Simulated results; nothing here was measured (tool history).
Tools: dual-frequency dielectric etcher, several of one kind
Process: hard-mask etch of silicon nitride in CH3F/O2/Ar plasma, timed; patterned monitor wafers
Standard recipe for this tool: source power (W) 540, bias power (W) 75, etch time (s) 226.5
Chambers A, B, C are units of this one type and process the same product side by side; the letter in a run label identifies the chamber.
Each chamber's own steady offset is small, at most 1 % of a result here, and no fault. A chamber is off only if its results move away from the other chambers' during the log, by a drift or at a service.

run,hour,source power (W),bias power (W),etch time (s),hours since the last wet clean,hours since the last source power generator calibration,hours since the last bias power generator calibration,"read-back reference wafer on the same gauge, depth_nm",mean etch depth across the wafer (Å)
1A,5.4,540,75,226.5,410.3,1878.6,753.4,166.96,1800.7
2C,8.6,540,75,226.5,10.5,3647.8,2058.9,166.90,1808.1
3B,14.1,540,75,226.5,273.8,3035.0,485.9,166.98,1816.9
4B,17.8,540,75,226.5,277.5,3038.7,489.6,166.99,1808.4
5C,23.8,540,75,226.5,25.7,3663.0,2074.1,167.08,1813.3
6A,30.3,540,75,226.5,435.2,1903.5,778.3,166.96,1799.4
# hour 35.4: chamber A: wet clean of the chamber
7B,36.1,540,75,226.5,295.8,3057.0,507.9,166.96,1814.2
8A,39.8,540,75,226.5,4.5,1913.0,787.8,167.07,1802.0
9C,45.4,540,75,226.5,47.3,3684.6,2095.7,166.91,1808.7
10C,50.4,450,75,286.0,52.3,3689.6,2100.7,166.99,2136.9
11B,57.4,450,75,286.0,317.1,3078.3,529.2,167.00,2145.0
12A,64.0,450,75,286.0,28.7,1937.2,812.0,167.06,2130.0
13C,69.7,540,75,226.5,71.6,3708.9,2120.0,166.92,1814.4
14A,74.0,540,75,226.5,38.7,1947.2,822.0,166.83,1805.4
15B,77.2,540,75,226.5,336.9,3098.1,549.0,167.02,1817.8
# hour 80.7: chamber B: source power generator calibrated
# hour 81.0: chamber C: source power generator calibrated
16A,81.4,540,75,226.5,46.1,1954.6,829.4,166.91,1815.1
17B,84.4,540,75,226.5,344.1,3.8,556.2,167.00,1853.1
18C,88.6,540,75,226.5,90.5,7.6,2138.9,166.89,1809.0
19C,93.5,540,75,226.5,95.4,12.5,2143.8,167.02,1813.7
20B,96.8,540,75,226.5,356.5,16.2,568.6,167.01,1849.1
21A,102.6,540,75,226.5,67.3,1975.8,850.6,167.01,1803.6
22A,107.7,540,75,226.5,72.4,1980.9,855.7,166.96,1805.2
23C,111.2,480,75,171.5,113.1,30.2,2161.5,167.05,1306.8
24B,117.9,480,75,171.5,377.6,37.3,589.7,167.04,1335.5
25B,123.1,480,75,171.5,382.8,42.5,594.9,166.99,1343.0
26A,128.8,540,75,226.5,93.5,2002.0,876.8,166.91,1798.1
27C,132.5,540,75,226.5,134.4,51.5,2182.8,167.05,1815.4
28B,138.1,670,75,261.5,397.8,57.5,609.9,167.14,2314.2
29C,141.1,670,75,261.5,143.0,60.1,2191.4,166.99,2273.5
30A,146.3,670,75,261.5,111.0,2019.5,894.3,166.96,2264.0
# hour 149.3: chamber B: wet clean of the chamber
31B,150.7,540,75,226.5,1.4,70.1,622.5,167.03,1846.1
32C,157.4,540,75,226.5,159.3,76.4,2207.7,166.95,1806.2
33A,161.1,540,75,226.5,125.8,2034.3,909.1,167.07,1794.3
34A,164.3,650,75,258.5,129.0,2037.5,912.3,166.96,2204.4
35B,167.8,650,75,258.5,18.5,87.2,639.6,167.00,2273.4
36C,171.5,650,75,258.5,173.4,90.5,2221.8,167.00,2220.1
37B,176.7,540,75,226.5,27.4,96.1,648.5,167.05,1841.1
38C,180.4,540,75,226.5,182.3,99.4,2230.7,166.97,1809.3
39A,186.9,540,75,226.5,151.6,2060.1,934.9,167.01,1809.4
40B,191.8,540,75,226.5,42.5,111.2,663.6,167.01,1844.5
41C,196.4,540,75,226.5,198.3,115.4,2246.7,166.90,1803.3
42A,199.7,540,75,226.5,164.4,2072.9,947.7,167.13,1810.6
43C,203.8,540,75,226.5,205.7,122.8,2254.1,167.00,1805.6

Read the log: is a single chamber off, either drifting away or since a service, is the gauge that measures every chamber drifting, or is nothing wrong beyond small per-chamber offsets? Name any odd chamber and what most likely caused it.

A service on chamber B put it out of line with the rest.
Most likely cause: source power that arrives over what is set, % = 4.34.

Which of the 4 candidates below, each the usual settings with something changed and its results left as question marks, puts chamber B back in line with what the other chambers give on the usual settings?
Allowed miss from the other chambers' usual-settings mean, per result, to count as in line: mean etch depth across the wafer (Å) 17.0
44B-1,208.8,530,75,217.0,,,,,?
44B-2,208.8,550,76,235.5,,,,,?
44B-3,208.8,540,80,226.5,,,,,?
44B-4,208.8,540,75,222.0,,,,,?

Other chambers, usual settings, mean: mean etch depth across the wafer (Å) 1806.4
run,mean etch depth across the wafer (Å)
44B-1,1753.9
44B-2,1938.7
44B-3,1884.2
44B-4,1806.9
It is 44B-4 that realigns the chamber with its peers.
